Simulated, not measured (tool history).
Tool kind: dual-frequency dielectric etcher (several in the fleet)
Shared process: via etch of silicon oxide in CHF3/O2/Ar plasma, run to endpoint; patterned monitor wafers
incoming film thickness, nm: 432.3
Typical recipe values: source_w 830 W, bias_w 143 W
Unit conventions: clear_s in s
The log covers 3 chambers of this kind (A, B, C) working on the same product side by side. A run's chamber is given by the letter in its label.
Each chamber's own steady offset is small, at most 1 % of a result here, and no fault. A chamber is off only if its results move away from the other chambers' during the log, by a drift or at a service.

run	hour	source_w	bias_w	hours since the last wet clean	hours since the last source power generator calibration	hours since the last bias power generator calibration	clear_s
1A	8.9	830	143	97.8	3239.7	2145.6	206.83
2B	19.7	830	143	276.2	3557.8	3741.2	206.68
3C	28.4	830	143	109.8	60.1	2400.1	205.74
4B	34.9	830	143	291.4	3573.0	3756.4	206.75
5C	49.0	920	162	130.4	80.7	2420.7	189.71
6A	61.2	920	162	150.1	3292.0	2197.9	192.69
7A	73.3	920	162	162.2	3304.1	2210.0	192.52
8C	87.5	830	143	168.9	119.2	2459.2	204.41
9B	98.1	830	143	354.6	3636.2	3819.6	208.26
10A	108.6	920	143	197.5	3339.4	2245.3	198.98
11C	116.1	920	143	197.5	147.8	2487.8	196.65
12B	122.6	920	143	379.1	3660.7	3844.1	198.31
13C	136.2	830	143	217.6	167.9	2507.9	202.57
14B	149.6	830	143	406.1	3687.7	3871.1	206.93
# hour 154.8: chamber B: wet clean of the chamber
15A	156.2	830	143	245.1	3387.0	2292.9	206.25
16A	166.5	830	115	255.4	3397.3	2303.2	221.40
17C	173.6	830	115	255.0	205.3	2545.3	217.32
18B	185.0	830	115	30.3	3723.1	3906.5	222.01
19A	192.8	760	157	281.7	3423.6	2329.5	208.36
20B	204.6	760	157	49.9	3742.7	3926.1	209.11
21C	212.3	760	157	293.7	244.0	2584.0	202.10
22A	224.8	830	143	313.7	3455.6	2361.5	206.92
23B	233.5	830	143	78.8	3771.6	3955.0	208.33
24C	240.7	930	143	322.1	272.4	2612.4	192.55
# hour 243.4: chamber B: source power generator calibrated
25A	255.2	930	143	344.1	3486.0	2391.9	199.02
26C	261.8	930	143	343.2	293.5	2633.5	193.33
27B	269.7	830	143	115.0	26.3	3991.2	207.07
28B	276.7	830	156	122.0	33.3	3998.2	201.33
# hour 279.7: chamber A: source power generator calibrated
29A	285.0	830	156	373.9	5.3	2421.7	203.00
30C	296.4	830	156	377.8	328.1	2668.1	195.43
31C	305.4	830	143	386.8	337.1	2677.1	200.21
32B	315.9	830	143	161.2	72.5	4037.4	207.82
33A	325.7	830	143	414.6	46.0	2462.4	207.57
34A	338.1	830	143	427.0	58.4	2474.8	206.85
# hour 343.0: chamber A: wet clean of the chamber
35B	348.3	830	143	193.6	104.9	4069.8	206.72
36C	362.4	830	143	443.8	394.1	2734.1	199.68
37C	370.8	830	143	452.2	402.5	2742.5	200.54
38A	384.0	830	143	41.0	104.3	2520.7	206.14
39B	397.0	950	143	242.3	153.6	4118.5	197.42

For the next run the whole fleet of 3 chambers uses the same settings. Give each chamber's results:
40A	407.7	930	143				?
40B	407.7	930	143				?
40C	407.7	930	143				?

run	clear_s
40A	198.75
40B	198.67
40C	189.74

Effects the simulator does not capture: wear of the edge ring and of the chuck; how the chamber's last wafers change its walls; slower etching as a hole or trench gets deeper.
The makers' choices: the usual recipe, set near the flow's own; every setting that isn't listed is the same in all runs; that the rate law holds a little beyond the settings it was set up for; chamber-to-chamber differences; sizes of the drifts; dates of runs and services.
